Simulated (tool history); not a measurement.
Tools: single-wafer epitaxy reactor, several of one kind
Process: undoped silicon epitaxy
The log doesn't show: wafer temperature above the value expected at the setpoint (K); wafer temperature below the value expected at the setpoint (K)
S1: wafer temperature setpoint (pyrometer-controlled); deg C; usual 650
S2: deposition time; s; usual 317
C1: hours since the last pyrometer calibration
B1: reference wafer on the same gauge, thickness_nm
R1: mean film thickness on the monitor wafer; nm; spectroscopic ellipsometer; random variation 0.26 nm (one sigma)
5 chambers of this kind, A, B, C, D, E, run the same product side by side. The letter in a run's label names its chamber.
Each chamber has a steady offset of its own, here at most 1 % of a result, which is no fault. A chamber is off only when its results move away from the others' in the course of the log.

run	hour	S1	S2	C1	B1	R1
1B	10.8	650	317	1038.4	45.728	54.031
2A	23.5	650	317	518.5	45.682	53.649
3D	31.3	650	317	1757.3	45.696	52.894
4C	44.2	650	317	2085.7	45.7	53.276
5E	54.8	650	317	1715.5	45.687	52.831
6B	60.9	650	317	1088.5	45.717	53.881
7C	70.6	650	317	2112.1	45.656	53.374
8E	78.7	650	317	1739.4	45.769	52.914
9A	87.4	660	356	582.4	45.755	75.348
10D	100.6	660	356	1826.6	45.756	73.176
11A	106.5	660	356	601.5	45.746	74.856
12C	116.8	660	356	2158.3	45.663	74.046
13B	126	660	356	1153.6	45.672	73.605
# hour 132: chamber C: pyrometer calibrated
14E	137.8	650	317	1798.5	45.717	53.326
15D	146	650	317	1872	45.793	53.384
16C	153.2	650	317	21.2	45.69	51.324
17D	162.6	650	317	1888.6	45.692	53.143
18E	174	650	317	1834.7	45.698	53.131
# hour 180.9: chamber D: pyrometer calibrated
19B	182.7	650	317	1210.3	45.702	54.271
20A	193.3	650	317	688.3	45.656	53.143
21E	204.6	650	317	1865.3	45.709	53.494
22A	212	650	317	707	45.68	53.438
23B	224	650	317	1251.6	45.722	54.02
24C	234	650	317	102	45.646	50.924
25D	242.6	662	379	61.7	45.689	81.434
26E	253.1	662	379	1913.8	45.706	82.787
27D	260.6	662	379	79.7	45.727	82.551
28B	266.5	662	379	1294.1	45.677	82.835
29A	279.1	662	379	774.1	45.689	82.874
30C	289.7	650	317	157.7	45.753	50.805
31E	298.7	650	317	1959.4	45.651	53.115
32D	304.4	650	317	123.5	45.64	53.224
33B	313.3	650	317	1340.9	45.677	53.795
34C	323.2	650	317	191.2	45.691	50.866

What goes on in this fleet: one chamber off, a drifting gauge, or nothing beyond the chambers' own small offsets? Name the chamber and the cause, if any.

A service left chamber C off against the others.
Cause: wafer temperature below the value expected at the setpoint (K) = 1.78.

Here are 4 candidates for chamber C's next run, each the usual settings with a change, their results left as question marks. Which one brings its results back in line with what the others give on the usual settings?
In line means no further than this from the other chambers' mean on the usual settings: R1 0.9 nm
35C-1	332.7	652	317			?
35C-2	332.7	650	293			?
35C-3	332.7	650	341			?
35C-4	332.7	650	303			?

The other chambers' mean on the usual settings: R1 53.456 nm
run	R1
35C-1	53.492
35C-2	47.313
35C-3	55.064
35C-4	48.928
35C-1 brings the chamber back in line.
